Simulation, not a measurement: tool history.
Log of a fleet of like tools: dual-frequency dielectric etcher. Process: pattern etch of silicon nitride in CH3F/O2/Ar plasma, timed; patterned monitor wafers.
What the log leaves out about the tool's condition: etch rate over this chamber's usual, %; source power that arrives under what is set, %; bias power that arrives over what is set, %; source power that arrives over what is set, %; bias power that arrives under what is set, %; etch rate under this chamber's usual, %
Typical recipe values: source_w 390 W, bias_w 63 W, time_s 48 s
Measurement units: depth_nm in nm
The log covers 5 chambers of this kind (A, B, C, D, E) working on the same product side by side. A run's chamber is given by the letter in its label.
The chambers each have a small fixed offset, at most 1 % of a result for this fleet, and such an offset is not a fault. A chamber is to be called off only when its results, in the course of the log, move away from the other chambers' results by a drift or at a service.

run,hour,source_w,bias_w,time_s,hours since the last wet clean,hours since the last source power generator calibration,hours since the last bias power generator calibration,"read-back reference wafer on the same gauge, depth_nm",depth_nm
1A,5.2,390,63,48,151.7,3177.3,875.1,28.495,31.882
2B,11.2,390,63,48,351.3,100.3,2638.7,28.49,31.624
3E,16.6,390,63,48,422.9,1209.4,1394.1,28.499,32.146
# hour 16.7: chamber E: wet clean of the chamber
4D,20.4,390,63,48,365.6,3482,355.7,28.474,31.734
5C,26,390,63,48,88,4149,1461.8,28.499,31.641
6B,28.6,390,63,48,368.7,117.7,2656.1,28.476,31.625
7E,34.3,390,63,48,17.6,1227.1,1411.8,28.516,32.145
# hour 34.4: chamber D: wet clean of the chamber
8A,40.3,390,63,48,186.8,3212.4,910.2,28.52,31.926
9D,44.4,390,63,48,10.1,3506,379.7,28.508,31.674
10C,48.4,390,63,48,110.4,4171.4,1484.2,28.489,31.797
11B,53.3,390,63,48,393.4,142.4,2680.8,28.499,31.827
12A,59.3,390,63,48,205.8,3231.4,929.2,28.479,32.082
13C,64,310,58,48,126,4187,1499.8,28.499,28.352
14D,69.4,310,58,48,35.1,3531,404.7,28.506,28.393
15E,75,310,58,48,58.3,1267.8,1452.5,28.485,28.602
# hour 76.5: chamber A: source power generator calibrated
16B,79.3,310,58,48,419.4,168.4,2706.8,28.523,28.205
17C,84.9,310,58,48,146.9,4207.9,1520.7,28.484,28.244
18A,89.1,390,63,48,235.6,12.7,959,28.49,31.814
19D,95.1,390,63,48,60.8,3556.7,430.4,28.498,31.781
20E,100.4,320,63,61.5,83.7,1293.2,1477.9,28.491,38.236
21C,106.5,320,63,61.5,168.5,4229.5,1542.3,28.488,37.471
22E,111.3,320,63,61.5,94.6,1304.1,1488.8,28.498,38.251
23B,114.4,320,63,61.5,454.5,203.5,2741.9,28.497,37.612
24D,117.1,320,63,61.5,82.8,3578.7,452.4,28.496,37.691
25A,121.7,390,63,48,268.2,45.3,991.6,28.496,31.94
26E,127,390,63,48,110.3,1319.8,1504.5,28.504,32.071
27B,130.1,390,70,48,470.2,219.2,2757.6,28.504,32.901
28D,133.9,390,70,48,99.6,3595.5,469.2,28.518,32.74
# hour 136.4: chamber C: source power generator calibrated
29C,139,390,70,48,201,2.7,1574.8,28.499,32.986
30A,143.1,390,70,48,289.6,66.7,1013,28.524,33.022
31D,146.4,390,70,48,112.1,3608,481.7,28.489,32.825
32C,151.3,480,63,38.5,213.3,15,1587.1,28.486,27.543
33A,156.3,480,63,38.5,302.8,79.9,1026.2,28.519,27.583

Read the log: is a single chamber off, either drifting away or since a service, is the gauge that measures every chamber drifting, or is nothing wrong beyond small per-chamber offsets? Name any odd chamber and what most likely caused it.

Beyond each chamber's small constant offset nothing stands out, and the gauge stays steady.

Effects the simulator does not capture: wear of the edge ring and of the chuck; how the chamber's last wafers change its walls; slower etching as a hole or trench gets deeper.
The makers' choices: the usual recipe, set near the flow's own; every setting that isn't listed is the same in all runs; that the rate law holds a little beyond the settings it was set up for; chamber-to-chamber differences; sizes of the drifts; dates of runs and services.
